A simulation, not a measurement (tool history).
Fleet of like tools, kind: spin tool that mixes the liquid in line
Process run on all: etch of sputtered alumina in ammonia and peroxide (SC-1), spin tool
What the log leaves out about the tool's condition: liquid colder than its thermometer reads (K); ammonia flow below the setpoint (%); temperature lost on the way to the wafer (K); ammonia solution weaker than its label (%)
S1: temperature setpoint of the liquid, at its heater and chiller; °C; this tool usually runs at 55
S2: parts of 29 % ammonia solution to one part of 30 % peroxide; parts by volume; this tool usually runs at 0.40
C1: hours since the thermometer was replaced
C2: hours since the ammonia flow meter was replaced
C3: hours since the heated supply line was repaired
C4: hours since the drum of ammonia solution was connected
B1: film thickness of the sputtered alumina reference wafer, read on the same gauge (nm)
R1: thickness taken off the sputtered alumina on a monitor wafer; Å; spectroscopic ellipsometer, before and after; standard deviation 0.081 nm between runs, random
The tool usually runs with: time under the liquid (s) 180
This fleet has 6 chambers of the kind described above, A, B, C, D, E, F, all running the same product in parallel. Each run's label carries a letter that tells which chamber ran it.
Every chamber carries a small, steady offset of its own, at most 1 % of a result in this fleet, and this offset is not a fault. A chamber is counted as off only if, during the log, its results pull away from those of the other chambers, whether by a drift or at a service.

Run 1F, hour 4.6: usual settings; C1 1171.6; C2 47.9; C3 926.3; C4 519.3; B1 90.012. Result: R1 85.053 Å.
Run 2A, hour 10.1: usual settings; C1 319.0; C2 558.3; C3 2793.6; C4 326.8; B1 90.004. Result: R1 84.433 Å.
Run 3B, hour 14.2: usual settings; C1 1193.3; C2 922.2; C3 538.1; C4 188.6; B1 90.003. Result: R1 85.901 Å.
Run 4C, hour 18.4: usual settings; C1 446.4; C2 398.8; C3 407.0; C4 433.0; B1 90.011. Result: R1 85.239 Å.
Run 5D, hour 23.3: usual settings; C1 511.6; C2 522.6; C3 671.6; C4 750.0; B1 90.002. Result: R1 85.864 Å.
Run 6E, hour 27.2: usual settings; C1 872.6; C2 53.4; C3 1823.4; C4 515.8; B1 90.004. Result: R1 84.802 Å.
Run 7F, hour 33.3: usual settings but S1 46 °C; C1 1200.3; C2 76.6; C3 955.0; C4 548.0; B1 90.003. Result: R1 50.382 Å.
Run 8A, hour 37.6: usual settings but S1 46 °C; C1 346.5; C2 585.8; C3 2821.1; C4 354.3; B1 90.013. Result: R1 52.349 Å.
Run 9B, hour 42.2: usual settings but S1 46 °C; C1 1221.3; C2 950.2; C3 566.1; C4 216.6; B1 89.989. Result: R1 52.523 Å.
Run 10D, hour 48.5: usual settings but S1 46 °C; C1 536.8; C2 547.8; C3 696.8; C4 775.2; B1 90.007. Result: R1 51.837 Å.
Run 11E, hour 52.4: usual settings but S1 46 °C; C1 897.8; C2 78.6; C3 1848.6; C4 541.0; B1 90.006. Result: R1 52.850 Å.
Run 12C, hour 57.9: usual settings but S1 46 °C; C1 485.9; C2 438.3; C3 446.5; C4 472.5; B1 90.008. Result: R1 52.285 Å.
Run 13B, hour 61.9: usual settings; C1 1241.0; C2 969.9; C3 585.8; C4 236.3; B1 89.987. Result: R1 84.984 Å.
At hour 62.3: chamber B: new drum of ammonia solution connected.
Run 14C, hour 68.2: usual settings; C1 496.2; C2 448.6; C3 456.8; C4 482.8; B1 90.023. Result: R1 85.576 Å.
Run 15A, hour 74.4: usual settings; C1 383.3; C2 622.6; C3 2857.9; C4 391.1; B1 90.011. Result: R1 85.598 Å.
Run 16E, hour 77.6: usual settings; C1 923.0; C2 103.8; C3 1873.8; C4 566.2; B1 90.009. Result: R1 84.604 Å.
Run 17D, hour 81.5: usual settings; C1 569.8; C2 580.8; C3 729.8; C4 808.2; B1 90.011. Result: R1 84.579 Å.
Run 18F, hour 84.5: usual settings; C1 1251.5; C2 127.8; C3 1006.2; C4 599.2; B1 90.003. Result: R1 86.557 Å.
At hour 87.2: chamber F: heated supply line repaired.
Run 19E, hour 90.6: usual settings; C1 936.0; C2 116.8; C3 1886.8; C4 579.2; B1 89.981. Result: R1 87.649 Å.
Run 20B, hour 96.7: usual settings; C1 1275.8; C2 1004.7; C3 620.6; C4 34.5; B1 89.998. Result: R1 85.196 Å.
Run 21C, hour 101.8: usual settings; C1 529.8; C2 482.2; C3 490.4; C4 516.4; B1 90.003. Result: R1 84.968 Å.
Run 22A, hour 105.3: usual settings; C1 414.2; C2 653.5; C3 2888.8; C4 422.0; B1 89.999. Result: R1 86.096 Å.
At hour 107.4: chamber E: new drum of ammonia solution connected.
Run 23D, hour 108.8: usual settings; C1 597.1; C2 608.1; C3 757.1; C4 835.5; B1 90.011. Result: R1 84.646 Å.
Run 24F, hour 114.7: usual settings but S2 0.25 parts by volume, time under the liquid (s) 75; C1 1281.7; C2 158.0; C3 27.5; C4 629.4; B1 90.009. Result: R1 33.909 Å.
Run 25B, hour 117.6: usual settings but S2 0.25 parts by volume, time under the liquid (s) 75; C1 1296.7; C2 1025.6; C3 641.5; C4 55.4; B1 90.014. Result: R1 33.101 Å.
Run 26F, hour 121.7: usual settings but S2 0.25 parts by volume, time under the liquid (s) 75; C1 1288.7; C2 165.0; C3 34.5; C4 636.4; B1 90.004. Result: R1 33.973 Å.
At hour 122.3: chamber D: new drum of ammonia solution connected.
Run 27C, hour 127.0: usual settings but S2 0.25 parts by volume, time under the liquid (s) 75; C1 555.0; C2 507.4; C3 515.6; C4 541.6; B1 90.015. Result: R1 34.253 Å.
Run 28D, hour 131.6: usual settings but S2 0.25 parts by volume, time under the liquid (s) 75; C1 619.9; C2 630.9; C3 779.9; C4 9.3; B1 89.980. Result: R1 33.394 Å.
At hour 135.6: chamber C: ammonia flow meter replaced.
Run 29A, hour 135.6: usual settings but S2 0.25 parts by volume, time under the liquid (s) 75; C1 444.5; C2 683.8; C3 2919.1; C4 452.3; B1 90.000. Result: R1 33.909 Å.
Run 30E, hour 140.5: usual settings; C1 985.9; C2 166.7; C3 1936.7; C4 33.2; B1 89.998. Result: R1 85.720 Å.
Run 31E, hour 145.7: usual settings but S1 50 °C, S2 0.25 parts by volume; C1 991.1; C2 171.9; C3 1941.9; C4 38.4; B1 89.996. Result: R1 63.229 Å.
Run 32D, hour 151.2: usual settings but S1 50 °C, S2 0.25 parts by volume; C1 639.5; C2 650.5; C3 799.5; C4 28.9; B1 90.016. Result: R1 62.096 Å.
Run 33B, hour 156.4: usual settings but S1 50 °C, S2 0.25 parts by volume; C1 1335.5; C2 1064.4; C3 680.3; C4 94.2; B1 90.020. Result: R1 59.213 Å.
Run 34A, hour 162.7: usual settings but S1 50 °C, S2 0.25 parts by volume; C1 471.6; C2 710.9; C3 2946.2; C4 479.4; B1 89.991. Result: R1 62.363 Å.
Run 35F, hour 168.7: usual settings but S1 50 °C, S2 0.25 parts by volume; C1 1335.7; C2 212.0; C3 81.5; C4 683.4; B1 89.992. Result: R1 61.705 Å.
Run 36C, hour 174.0: usual settings but S1 50 °C, S2 0.25 parts by volume; C1 602.0; C2 38.4; C3 562.6; C4 588.6; B1 89.991. Result: R1 62.071 Å.
Run 37B, hour 177.0: usual settings; C1 1356.1; C2 1085.0; C3 700.9; C4 114.8; B1 90.010. Result: R1 79.321 Å.

Next, all 6 chambers run the settings below, one line each with question marks for the results. What does each chamber give?
Run 38A, hour 181.5: usual settings but S1 60 °C. Result: R1 ?.
Run 38B, hour 181.5: usual settings but S1 60 °C. Result: R1 ?.
Run 38C, hour 181.5: usual settings but S1 60 °C. Result: R1 ?.
Run 38D, hour 181.5: usual settings but S1 60 °C. Result: R1 ?.
Run 38E, hour 181.5: usual settings but S1 60 °C. Result: R1 ?.
Run 38F, hour 181.5: usual settings but S1 60 °C. Result: R1 ?.

run       R1
38A  110.940
38B  101.810
38C  108.320
38D  109.360
38E  110.270
38F  111.370

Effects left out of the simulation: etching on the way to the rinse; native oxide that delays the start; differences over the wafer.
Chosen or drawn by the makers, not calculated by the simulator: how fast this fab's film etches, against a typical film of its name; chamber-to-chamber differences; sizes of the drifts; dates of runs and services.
